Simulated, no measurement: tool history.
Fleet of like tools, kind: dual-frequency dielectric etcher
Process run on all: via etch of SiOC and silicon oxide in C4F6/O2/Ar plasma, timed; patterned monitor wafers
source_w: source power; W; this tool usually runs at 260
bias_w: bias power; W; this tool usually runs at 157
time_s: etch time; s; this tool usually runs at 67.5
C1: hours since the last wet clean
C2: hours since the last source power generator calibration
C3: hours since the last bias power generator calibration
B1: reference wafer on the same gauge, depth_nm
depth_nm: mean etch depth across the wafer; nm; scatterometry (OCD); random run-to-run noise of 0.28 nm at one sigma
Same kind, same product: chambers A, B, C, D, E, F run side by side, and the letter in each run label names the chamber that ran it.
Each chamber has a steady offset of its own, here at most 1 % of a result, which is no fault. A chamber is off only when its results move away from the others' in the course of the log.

Run 1E, hour 6.6: usual settings; C1 285.2; C2 1310.7; C3 103.9; B1 58.085. Result: depth_nm 62.348 nm.
At hour 12.4: chamber F: wet clean of the chamber.
Run 2B, hour 15.4: usual settings; C1 227.9; C2 84.3; C3 1805.9; B1 58.092. Result: depth_nm 61.828 nm.
Run 3A, hour 22.7: usual settings; C1 104.3; C2 232.0; C3 1429.6; B1 58.142. Result: depth_nm 61.659 nm.
Run 4C, hour 28.8: usual settings; C1 355.4; C2 72.4; C3 2569.6; B1 58.122. Result: depth_nm 61.625 nm.
Run 5F, hour 33.4: usual settings; C1 21.0; C2 276.6; C3 1066.4; B1 58.128. Result: depth_nm 61.624 nm.
Run 6D, hour 42.7: usual settings; C1 369.4; C2 3023.8; C3 899.9; B1 58.139. Result: depth_nm 61.920 nm.
Run 7E, hour 51.7: usual settings; C1 330.3; C2 1355.8; C3 149.0; B1 58.159. Result: depth_nm 62.226 nm.
Run 8A, hour 57.2: usual settings; C1 138.8; C2 266.5; C3 1464.1; B1 58.106. Result: depth_nm 62.105 nm.
Run 9C, hour 66.2: usual settings; C1 392.8; C2 109.8; C3 2607.0; B1 58.057. Result: depth_nm 61.630 nm.
Run 10F, hour 74.8: usual settings; C1 62.4; C2 318.0; C3 1107.8; B1 58.065. Result: depth_nm 61.777 nm.
Run 11D, hour 83.8: usual settings; C1 410.5; C2 3064.9; C3 941.0; B1 58.075. Result: depth_nm 62.213 nm.
Run 12B, hour 88.4: usual settings; C1 300.9; C2 157.3; C3 1878.9; B1 58.102. Result: depth_nm 61.900 nm.
Run 13C, hour 95.7: usual settings; C1 422.3; C2 139.3; C3 2636.5; B1 58.119. Result: depth_nm 62.048 nm.
Run 14E, hour 104.2: usual settings; C1 382.8; C2 1408.3; C3 201.5; B1 58.075. Result: depth_nm 62.302 nm.
Run 15D, hour 113.3: usual settings; C1 440.0; C2 3094.4; C3 970.5; B1 58.067. Result: depth_nm 62.102 nm.
Run 16B, hour 121.3: usual settings; C1 333.8; C2 190.2; C3 1911.8; B1 58.029. Result: depth_nm 62.295 nm.
Run 17A, hour 125.9: usual settings; C1 207.5; C2 335.2; C3 1532.8; B1 58.117. Result: depth_nm 62.060 nm.
At hour 127.7: chamber E: wet clean of the chamber.
Run 18F, hour 135.2: usual settings; C1 122.8; C2 378.4; C3 1168.2; B1 58.150. Result: depth_nm 61.202 nm.
Run 19E, hour 144.1: usual settings; C1 16.4; C2 1448.2; C3 241.4; B1 58.109. Result: depth_nm 62.254 nm.
At hour 144.9: chamber B: wet clean of the chamber.
Run 20F, hour 148.7: usual settings; C1 136.3; C2 391.9; C3 1181.7; B1 58.108. Result: depth_nm 61.738 nm.
Run 21D, hour 153.2: usual settings; C1 479.9; C2 3134.3; C3 1010.4; B1 58.038. Result: depth_nm 62.496 nm.
Run 22A, hour 160.2: usual settings; C1 241.8; C2 369.5; C3 1567.1; B1 58.062. Result: depth_nm 61.446 nm.
Run 23C, hour 169.2: usual settings; C1 495.8; C2 212.8; C3 2710.0; B1 58.077. Result: depth_nm 61.494 nm.
Run 24B, hour 173.7: usual settings; C1 28.9; C2 242.6; C3 1964.2; B1 58.038. Result: depth_nm 62.577 nm.
Run 25E, hour 180.8: usual settings; C1 53.1; C2 1484.9; C3 278.1; B1 58.078. Result: depth_nm 62.242 nm.
Run 26B, hour 185.8: usual settings but source_w 280 W, bias_w 186 W; C1 41.0; C2 254.7; C3 1976.3; B1 58.064. Result: depth_nm 68.049 nm.
Run 27C, hour 191.5: usual settings but source_w 280 W, bias_w 186 W; C1 518.1; C2 235.1; C3 2732.3; B1 58.043. Result: depth_nm 66.836 nm.
Run 28A, hour 197.6: usual settings but source_w 280 W, bias_w 186 W; C1 279.2; C2 406.9; C3 1604.5; B1 58.094. Result: depth_nm 67.557 nm.
Run 29F, hour 206.4: usual settings but source_w 280 W, bias_w 186 W; C1 194.0; C2 449.6; C3 1239.4; B1 58.101. Result: depth_nm 67.278 nm.
At hour 207.4: chamber D: wet clean of the chamber.
Run 30D, hour 215.6: usual settings but source_w 280 W, bias_w 186 W; C1 8.2; C2 3196.7; C3 1072.8; B1 58.117. Result: depth_nm 67.317 nm.
Run 31D, hour 221.4: usual settings but source_w 280 W, bias_w 186 W; C1 14.0; C2 3202.5; C3 1078.6; B1 58.079. Result: depth_nm 67.086 nm.
Run 32B, hour 228.6: usual settings but source_w 320 W; C1 83.8; C2 297.5; C3 2019.1; B1 58.062. Result: depth_nm 67.267 nm.
Run 33E, hour 234.8: usual settings but source_w 320 W; C1 107.1; C2 1538.9; C3 332.1; B1 58.117. Result: depth_nm 67.081 nm.
Run 34C, hour 240.3: usual settings but source_w 320 W; C1 566.9; C2 283.9; C3 2781.1; B1 58.146. Result: depth_nm 66.570 nm.
Run 35A, hour 249.2: usual settings but source_w 320 W; C1 330.8; C2 458.5; C3 1656.1; B1 58.130. Result: depth_nm 67.092 nm.
Run 36F, hour 257.3: usual settings but source_w 320 W; C1 244.9; C2 500.5; C3 1290.3; B1 58.170. Result: depth_nm 66.777 nm.
Run 37E, hour 266.2: usual settings but source_w 320 W; C1 138.5; C2 1570.3; C3 363.5; B1 58.160. Result: depth_nm 68.055 nm.
Run 38F, hour 271.0: usual settings; C1 258.6; C2 514.2; C3 1304.0; B1 58.157. Result: depth_nm 62.079 nm.
Run 39D, hour 278.1: usual settings; C1 70.7; C2 3259.2; C3 1135.3; B1 58.118. Result: depth_nm 62.427 nm.
Run 40A, hour 286.3: usual settings; C1 367.9; C2 495.6; C3 1693.2; B1 58.097. Result: depth_nm 61.504 nm.
Run 41C, hour 291.4: usual settings; C1 618.0; C2 335.0; C3 2832.2; B1 58.008. Result: depth_nm 61.634 nm.
Run 42B, hour 298.9: usual settings; C1 154.1; C2 367.8; C3 2089.4; B1 58.103. Result: depth_nm 62.400 nm.
Run 43C, hour 303.1: usual settings; C1 629.7; C2 346.7; C3 2843.9; B1 58.203. Result: depth_nm 61.700 nm.

Each of the 6 chambers runs these same settings next. Fill in every chamber's results:
Run 44A, hour 309.9: usual settings. Result: depth_nm ?.
Run 44B, hour 309.9: usual settings. Result: depth_nm ?.
Run 44C, hour 309.9: usual settings. Result: depth_nm ?.
Run 44D, hour 309.9: usual settings. Result: depth_nm ?.
Run 44E, hour 309.9: usual settings. Result: depth_nm ?.
Run 44F, hour 309.9: usual settings. Result: depth_nm ?.

run  depth_nm
44A    61.948
44B    61.977
44C    62.087
44D    61.974
44E    62.141
44F    62.033

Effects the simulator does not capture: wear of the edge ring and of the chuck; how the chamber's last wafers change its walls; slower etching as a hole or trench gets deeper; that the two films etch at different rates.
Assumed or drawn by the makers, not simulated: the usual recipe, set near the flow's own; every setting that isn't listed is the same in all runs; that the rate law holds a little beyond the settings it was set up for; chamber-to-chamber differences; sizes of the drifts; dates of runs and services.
